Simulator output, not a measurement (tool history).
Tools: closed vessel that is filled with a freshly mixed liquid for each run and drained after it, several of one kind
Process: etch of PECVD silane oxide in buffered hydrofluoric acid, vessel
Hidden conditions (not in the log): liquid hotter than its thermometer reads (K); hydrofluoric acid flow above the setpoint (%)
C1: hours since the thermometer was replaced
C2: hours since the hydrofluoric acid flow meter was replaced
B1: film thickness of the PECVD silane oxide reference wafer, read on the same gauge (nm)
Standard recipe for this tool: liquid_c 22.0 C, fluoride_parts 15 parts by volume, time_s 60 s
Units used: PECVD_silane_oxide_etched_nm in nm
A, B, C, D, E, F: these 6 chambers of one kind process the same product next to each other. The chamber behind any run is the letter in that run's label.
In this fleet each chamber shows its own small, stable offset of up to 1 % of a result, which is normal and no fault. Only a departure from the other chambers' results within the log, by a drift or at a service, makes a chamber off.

run 1B hour=3.3 | liquid_c=22.0 fluoride_parts=15 time_s=60 | C1=164.8 C2=953.0 | B1=69.983 | PECVD_silane_oxide_etched_nm=81.394
run 2A hour=6.4 | liquid_c=22.0 fluoride_parts=15 time_s=60 | C1=1552.3 C2=263.2 | B1=70.004 | PECVD_silane_oxide_etched_nm=82.624
run 3D hour=9.6 | liquid_c=22.0 fluoride_parts=15 time_s=60 | C1=1487.0 C2=490.7 | B1=69.986 | PECVD_silane_oxide_etched_nm=81.717
run 4E hour=13.5 | liquid_c=22.0 fluoride_parts=15 time_s=60 | C1=1433.1 C2=1558.9 | B1=69.994 | PECVD_silane_oxide_etched_nm=80.748
run 5C hour=16.9 | liquid_c=22.0 fluoride_parts=15 time_s=60 | C1=1165.9 C2=137.5 | B1=70.002 | PECVD_silane_oxide_etched_nm=81.122
run 6F hour=20.7 | liquid_c=22.0 fluoride_parts=15 time_s=60 | C1=678.1 C2=612.0 | B1=69.974 | PECVD_silane_oxide_etched_nm=81.683
run 7F hour=22.9 | liquid_c=22.0 fluoride_parts=15 time_s=60 | C1=680.3 C2=614.2 | B1=69.990 | PECVD_silane_oxide_etched_nm=82.082
run 8B hour=27.7 | liquid_c=22.0 fluoride_parts=15 time_s=60 | C1=189.2 C2=977.4 | B1=70.021 | PECVD_silane_oxide_etched_nm=82.244
run 9C hour=32.4 | liquid_c=24.0 fluoride_parts=15 time_s=60 | C1=1181.4 C2=153.0 | B1=70.017 | PECVD_silane_oxide_etched_nm=90.915
run 10A hour=36.0 | liquid_c=24.0 fluoride_parts=15 time_s=60 | C1=1581.9 C2=292.8 | B1=69.997 | PECVD_silane_oxide_etched_nm=92.086
run 11D hour=40.7 | liquid_c=24.0 fluoride_parts=15 time_s=60 | C1=1518.1 C2=521.8 | B1=69.992 | PECVD_silane_oxide_etched_nm=91.642
run 12E hour=44.5 | liquid_c=24.0 fluoride_parts=15 time_s=60 | C1=1464.1 C2=1589.9 | B1=70.006 | PECVD_silane_oxide_etched_nm=90.078
run 13A hour=47.6 | liquid_c=24.0 fluoride_parts=15 time_s=60 | C1=1593.5 C2=304.4 | B1=70.021 | PECVD_silane_oxide_etched_nm=91.873
run 14F hour=51.8 | liquid_c=24.0 fluoride_parts=15 time_s=60 | C1=709.2 C2=643.1 | B1=70.009 | PECVD_silane_oxide_etched_nm=91.411
run 15B hour=54.7 | liquid_c=22.0 fluoride_parts=15 time_s=60 | C1=216.2 C2=1004.4 | B1=69.972 | PECVD_silane_oxide_etched_nm=81.232
run 16C hour=58.5 | liquid_c=22.0 fluoride_parts=15 time_s=60 | C1=1207.5 C2=179.1 | B1=70.002 | PECVD_silane_oxide_etched_nm=81.549
run 17E hour=62.3 | liquid_c=22.0 fluoride_parts=15 time_s=60 | C1=1481.9 C2=1607.7 | B1=70.033 | PECVD_silane_oxide_etched_nm=81.647
run 18D hour=65.1 | liquid_c=18.0 fluoride_parts=15 time_s=60 | C1=1542.5 C2=546.2 | B1=70.041 | PECVD_silane_oxide_etched_nm=65.143
run 19E hour=68.3 | liquid_c=18.0 fluoride_parts=15 time_s=60 | C1=1487.9 C2=1613.7 | B1=69.972 | PECVD_silane_oxide_etched_nm=64.882
run 20B hour=72.7 | liquid_c=18.0 fluoride_parts=15 time_s=60 | C1=234.2 C2=1022.4 | B1=70.009 | PECVD_silane_oxide_etched_nm=66.045
run 21D hour=74.8 | liquid_c=18.0 fluoride_parts=15 time_s=60 | C1=1552.2 C2=555.9 | B1=69.984 | PECVD_silane_oxide_etched_nm=64.825
-- hour=78.8 chamber A: thermometer replaced
run 22A hour=79.0 | liquid_c=18.0 fluoride_parts=15 time_s=60 | C1=0.3 C2=335.8 | B1=70.005 | PECVD_silane_oxide_etched_nm=65.449
run 23C hour=83.8 | liquid_c=18.0 fluoride_parts=15 time_s=60 | C1=1232.8 C2=204.4 | B1=70.042 | PECVD_silane_oxide_etched_nm=64.707
run 24F hour=87.2 | liquid_c=22.0 fluoride_parts=15 time_s=60 | C1=744.6 C2=678.5 | B1=70.024 | PECVD_silane_oxide_etched_nm=80.848
run 25D hour=92.1 | liquid_c=22.0 fluoride_parts=15 time_s=60 | C1=1569.5 C2=573.2 | B1=69.982 | PECVD_silane_oxide_etched_nm=81.359
run 26A hour=95.4 | liquid_c=22.0 fluoride_parts=15 time_s=60 | C1=16.7 C2=352.2 | B1=70.015 | PECVD_silane_oxide_etched_nm=82.222
run 27B hour=98.0 | liquid_c=26.5 fluoride_parts=15 time_s=60 | C1=259.5 C2=1047.7 | B1=70.011 | PECVD_silane_oxide_etched_nm=104.360
run 28F hour=102.6 | liquid_c=26.5 fluoride_parts=15 time_s=60 | C1=760.0 C2=693.9 | B1=69.980 | PECVD_silane_oxide_etched_nm=104.070
-- hour=107.0 chamber C: thermometer replaced
run 29C hour=107.3 | liquid_c=26.5 fluoride_parts=15 time_s=60 | C1=0.3 C2=227.9 | B1=70.020 | PECVD_silane_oxide_etched_nm=103.810
run 30E hour=110.5 | liquid_c=26.5 fluoride_parts=15 time_s=60 | C1=1530.1 C2=1655.9 | B1=70.005 | PECVD_silane_oxide_etched_nm=105.410
run 31D hour=114.3 | liquid_c=26.5 fluoride_parts=15 time_s=60 | C1=1591.7 C2=595.4 | B1=69.997 | PECVD_silane_oxide_etched_nm=103.990
run 32E hour=117.6 | liquid_c=26.5 fluoride_parts=15 time_s=60 | C1=1537.2 C2=1663.0 | B1=69.991 | PECVD_silane_oxide_etched_nm=105.590
run 33C hour=120.4 | liquid_c=22.0 fluoride_parts=15 time_s=60 | C1=13.4 C2=241.0 | B1=69.992 | PECVD_silane_oxide_etched_nm=81.598
run 34F hour=122.6 | liquid_c=22.0 fluoride_parts=15 time_s=60 | C1=780.0 C2=713.9 | B1=70.007 | PECVD_silane_oxide_etched_nm=81.190
run 35B hour=125.0 | liquid_c=22.0 fluoride_parts=15 time_s=60 | C1=286.5 C2=1074.7 | B1=69.990 | PECVD_silane_oxide_etched_nm=81.136
run 36A hour=128.0 | liquid_c=22.0 fluoride_parts=15 time_s=60 | C1=49.3 C2=384.8 | B1=70.007 | PECVD_silane_oxide_etched_nm=81.761
run 37B hour=132.9 | liquid_c=24.0 fluoride_parts=15 time_s=60 | C1=294.4 C2=1082.6 | B1=70.012 | PECVD_silane_oxide_etched_nm=90.968
run 38D hour=135.5 | liquid_c=24.0 fluoride_parts=15 time_s=60 | C1=1612.9 C2=616.6 | B1=69.984 | PECVD_silane_oxide_etched_nm=91.835
run 39A hour=138.7 | liquid_c=24.0 fluoride_parts=15 time_s=60 | C1=60.0 C2=395.5 | B1=70.006 | PECVD_silane_oxide_etched_nm=91.102
run 40F hour=143.3 | liquid_c=24.0 fluoride_parts=15 time_s=60 | C1=800.7 C2=734.6 | B1=69.986 | PECVD_silane_oxide_etched_nm=90.565
run 41E hour=145.8 | liquid_c=24.0 fluoride_parts=15 time_s=60 | C1=1565.4 C2=1691.2 | B1=69.976 | PECVD_silane_oxide_etched_nm=93.141

One chamber off, gauge drift, or nothing amiss beyond the chambers' own small offsets? If it is a chamber, which one, and what is the likeliest cause?

Chamber E drifts away from the others.
Likeliest cause: liquid hotter than its thermometer reads (K) = 0.531.
The log might look much the same if the cause were instead: hydrofluoric acid flow above the setpoint (%).

Which of the 4 candidates below, each the usual settings with something changed and its results left as question marks, puts chamber E back in line with what the other chambers give on the usual settings?
Counts as in line when no further than this from what the other chambers average on the usual settings: PECVD_silane_oxide_etched_nm 1.300 nm
run 42E-1 hour=149.4 | liquid_c=21.5 fluoride_parts=15.5 time_s=60 | PECVD_silane_oxide_etched_nm=?
run 42E-2 hour=149.4 | liquid_c=21.5 fluoride_parts=15.0 time_s=60 | PECVD_silane_oxide_etched_nm=?
run 42E-3 hour=149.4 | liquid_c=22.5 fluoride_parts=15.0 time_s=60 | PECVD_silane_oxide_etched_nm=?
run 42E-4 hour=149.4 | liquid_c=22.5 fluoride_parts=14.5 time_s=60 | PECVD_silane_oxide_etched_nm=?

The mean the other chambers reach with the usual settings: PECVD_silane_oxide_etched_nm 81.648 nm
run=42E-1 PECVD_silane_oxide_etched_nm=78.878
run=42E-2 PECVD_silane_oxide_etched_nm=81.469
run=42E-3 PECVD_silane_oxide_etched_nm=85.993
run=42E-4 PECVD_silane_oxide_etched_nm=88.912
Change 42E-2 lands the chamber within the allowed miss of the other chambers.

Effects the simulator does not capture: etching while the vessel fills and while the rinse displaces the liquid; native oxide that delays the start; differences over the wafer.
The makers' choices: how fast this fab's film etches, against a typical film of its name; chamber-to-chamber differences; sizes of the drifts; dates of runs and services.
